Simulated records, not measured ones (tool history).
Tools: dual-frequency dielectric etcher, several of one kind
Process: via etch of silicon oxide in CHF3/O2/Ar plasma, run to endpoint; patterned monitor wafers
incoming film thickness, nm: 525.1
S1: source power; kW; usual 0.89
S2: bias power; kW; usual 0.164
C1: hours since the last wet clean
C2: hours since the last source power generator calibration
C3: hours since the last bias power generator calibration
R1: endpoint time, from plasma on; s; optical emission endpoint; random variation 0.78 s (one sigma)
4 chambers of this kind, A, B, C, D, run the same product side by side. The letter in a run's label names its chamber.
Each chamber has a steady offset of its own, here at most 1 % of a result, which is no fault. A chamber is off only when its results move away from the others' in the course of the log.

run	day	S1	S2	C1	C2	C3	R1
1A	0.392	0.89	0.164	334.6	492.6	3159.1	236.91
2D	0.738	0.89	0.164	161.6	1182.4	1351	234.06
3B	1.088	0.89	0.164	37.9	2939	3945.9	234.39
4C	1.429	0.89	0.164	288.4	428.5	2213.7	235.94
5C	1.742	0.89	0.164	295.9	436	2221.2	235.01
6D	2.112	0.89	0.164	194.6	1215.4	1384	233.45
7B	2.479	0.89	0.164	71.3	2972.4	3979.3	234.73
8A	2.85	0.89	0.164	393.6	551.6	3218.1	236.19
9D	3.2	0.89	0.164	220.7	1241.5	1410.1	233.87
10C	3.454	0.89	0.164	337	477.1	2262.3	235.1
11A	3.875	0.89	0.182	418.2	576.2	3242.7	228.66
12B	4.279	0.89	0.182	114.5	3015.6	4022.5	227.66
13B	4.621	0.89	0.182	122.7	3023.8	4030.7	225.88
14D	4.867	0.89	0.182	260.7	1281.5	1450.1	224.85
15C	5.229	0.89	0.164	379.6	519.7	2304.9	236.97
# day 5.392: chamber C: wet clean of the chamber
16A	5.525	0.89	0.164	457.8	615.8	3282.3	235.82
17A	5.717	0.89	0.164	462.4	620.4	3286.9	237.42
18B	5.979	0.89	0.164	155.3	3056.4	4063.3	234.96
19D	6.238	0.89	0.164	293.6	1314.4	1483	233.71
20C	6.65	0.89	0.164	30.2	553.8	2339	225.27
21C	6.854	0.67	0.164	35.1	558.7	2343.9	251.63
22D	7.217	0.67	0.164	317.1	1337.9	1506.5	261.7
23A	7.633	0.67	0.164	508.4	666.4	3332.9	263.9
24B	7.888	0.67	0.164	201.1	3102.2	4109.1	263.42
25A	8.15	0.89	0.164	520.8	678.8	3345.3	237.37
# day 8.3: chamber A: wet clean of the chamber
26C	8.504	0.89	0.164	74.7	598.3	2383.5	225.27
27D	8.725	0.89	0.164	353.3	1374.1	1542.7	233.44
28B	9.075	0.77	0.164	229.6	3130.7	4137.6	248.84
29C	9.262	0.77	0.164	92.9	616.5	2401.7	239.44
30D	9.5	0.77	0.164	371.9	1392.7	1561.3	246.72
31A	9.692	0.77	0.164	33.4	715.8	3382.3	250.55
32B	10.017	0.89	0.164	252.2	3153.3	4160.2	235.63
33B	10.233	0.89	0.164	257.4	3158.5	4165.4	234.53
34C	10.546	0.89	0.164	123.7	647.3	2432.5	225.38

Is one chamber off against the others, does the gauge drift, or is nothing wrong? If a chamber is off, say which, and what the likeliest cause is.

A service left chamber C off against the others.
Cause: etch rate over this chamber's usual, % = 4.02.

Here are 4 candidates for chamber C's next run, each the usual settings with a change, their results left as question marks. Which one brings its results back in line with what the others give on the usual settings?
In line means no further than this from the other chambers' mean on the usual settings: R1 2.7 s
35C-1	10.85	1.08	0.164				?
35C-2	10.85	0.84	0.156				?
35C-3	10.85	0.94	0.172				?
35C-4	10.85	0.74	0.164				?

The other chambers' mean on the usual settings: R1 235.11 s
run	R1
35C-1	209.9
35C-2	235.46
35C-3	218.37
35C-4	243.6
35C-2 brings the chamber back in line.

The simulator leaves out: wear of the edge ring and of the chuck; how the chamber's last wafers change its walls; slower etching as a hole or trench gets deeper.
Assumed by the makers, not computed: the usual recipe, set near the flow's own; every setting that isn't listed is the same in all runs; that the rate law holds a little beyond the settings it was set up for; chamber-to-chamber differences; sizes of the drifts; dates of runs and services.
